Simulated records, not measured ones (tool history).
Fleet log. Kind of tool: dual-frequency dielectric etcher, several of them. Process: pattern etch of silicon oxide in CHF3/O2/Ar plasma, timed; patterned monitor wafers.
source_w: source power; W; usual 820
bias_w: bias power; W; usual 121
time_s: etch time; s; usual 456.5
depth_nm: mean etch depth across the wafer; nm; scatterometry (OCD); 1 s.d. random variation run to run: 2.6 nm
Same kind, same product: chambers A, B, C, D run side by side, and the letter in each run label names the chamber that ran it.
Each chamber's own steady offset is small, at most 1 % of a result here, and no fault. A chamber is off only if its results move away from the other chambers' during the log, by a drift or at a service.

run	hour	source_w	bias_w	time_s	hours since the last wet clean	hours since the last source power generator calibration	hours since the last bias power generator calibration	read-back reference wafer on the same gauge, depth_nm	depth_nm
# hour 0.2: chamber D: source power generator calibrated
1D	6.4	820	121	456.5	35.5	6.2	4005.3	1033	904.48
2C	13.2	820	121	456.5	211.5	983.3	2551.8	1033.3	896.87
3B	21.9	820	121	456.5	85	1608.8	3269.6	1033.1	898.66
4A	31.5	820	121	456.5	170	439.7	2278.6	1032.9	899.14
5C	41.7	820	121	456.5	240	1011.8	2580.3	1032.4	896.7
6A	53	820	121	456.5	191.5	461.2	2300.1	1032.8	900.37
7D	64.4	820	121	456.5	93.5	64.2	4063.3	1032.8	900.94
8B	74.4	820	121	456.5	137.5	1661.3	3322.1	1033.4	900.37
9D	81.3	820	121	456.5	110.4	81.1	4080.2	1032.8	902.38
10B	94	820	121	456.5	157.1	1680.9	3341.7	1033.6	900.8
11C	103.6	820	121	456.5	301.9	1073.7	2642.2	1033.8	893.63
12A	116.4	970	103	456.5	254.9	524.6	2363.5	1033.3	911.47
13A	127.5	970	103	456.5	266	535.7	2374.6	1032.8	910.1
14B	135.5	970	103	456.5	198.6	1722.4	3383.2	1032.7	916.45
15D	142.5	970	103	456.5	171.6	142.3	4141.4	1032.7	919.57
16C	152.6	820	121	456.5	350.9	1122.7	2691.2	1033	894.75
17B	159.4	820	121	456.5	222.5	1746.3	3407.1	1032	898.25
18A	168.1	820	121	456.5	306.6	576.3	2415.2	1032.4	897.01
19D	179.3	820	121	456.5	208.4	179.1	4178.2	1032.9	904.99
20C	185.7	820	121	456.5	384	1155.8	2724.3	1033.1	894.41
21D	198.3	820	121	456.5	227.4	198.1	4197.2	1032.7	900.46
22A	208.5	820	121	456.5	347	616.7	2455.6	1033	896.04
23B	216	820	121	456.5	279.1	1802.9	3463.7	1033	906.65
24C	225.9	820	121	456.5	424.2	1196	2764.5	1032.7	892.33
25C	238.3	820	121	456.5	436.6	1208.4	2776.9	1032.8	891.99
26D	250	820	121	456.5	279.1	249.8	4248.9	1033.5	896.92
27A	260.8	900	136	456.5	399.3	669	2507.9	1032.9	963.17
28B	271.2	900	136	456.5	334.3	1858.1	3518.9	1032.4	974.28
29D	277.5	900	136	456.5	306.6	277.3	4276.4	1032.4	969.15
30B	290.3	900	136	456.5	353.4	1877.2	3538	1033.3	976.12
31A	300.6	820	121	456.5	439.1	708.8	2547.7	1032.7	897.78
32C	308.9	1010	121	456.5	507.2	1279	2847.5	1032.5	967.24
33D	316.6	1010	121	456.5	345.7	316.4	4315.5	1033	983.02
34B	326.7	1010	121	456.5	389.8	1913.6	3574.4	1032.6	997.22
35A	332.4	1010	121	456.5	470.9	740.6	2579.5	1033.1	972.69
36C	341.6	820	121	456.5	539.9	1311.7	2880.2	1033.4	895.71
37D	347.6	820	121	456.5	376.7	347.4	4346.5	1032.2	901.95
38A	354.5	820	121	456.5	493	762.7	2601.6	1033.2	890.53
# hour 360.5: chamber C: wet clean of the chamber
# hour 364.5: chamber A: wet clean of the chamber
39B	365.7	820	121	456.5	428.8	1952.6	3613.4	1033	917.07
# hour 371.7: chamber D: wet clean of the chamber
40C	375.6	820	121	456.5	15.2	1345.7	2914.2	1032.5	892.43
41A	386	820	121	456.5	21.5	794.2	2633.1	1031.9	899.77
42B	399	820	121	456.5	462.1	1985.9	3646.7	1033.7	917.63
43D	405.7	820	121	456.5	34	405.5	4404.6	1032.9	900.59
44C	413.6	820	121	456.5	53.2	1383.7	2952.2	1033.3	897.16

Predict what each chamber gives when all 4 of them run the settings below next.
45A	423.1	820	121	456.5					?
45B	423.1	820	121	456.5					?
45C	423.1	820	121	456.5					?
45D	423.1	820	121	456.5					?

run	depth_nm
45A	895.72
45B	920.32
45C	892.37
45D	901.66

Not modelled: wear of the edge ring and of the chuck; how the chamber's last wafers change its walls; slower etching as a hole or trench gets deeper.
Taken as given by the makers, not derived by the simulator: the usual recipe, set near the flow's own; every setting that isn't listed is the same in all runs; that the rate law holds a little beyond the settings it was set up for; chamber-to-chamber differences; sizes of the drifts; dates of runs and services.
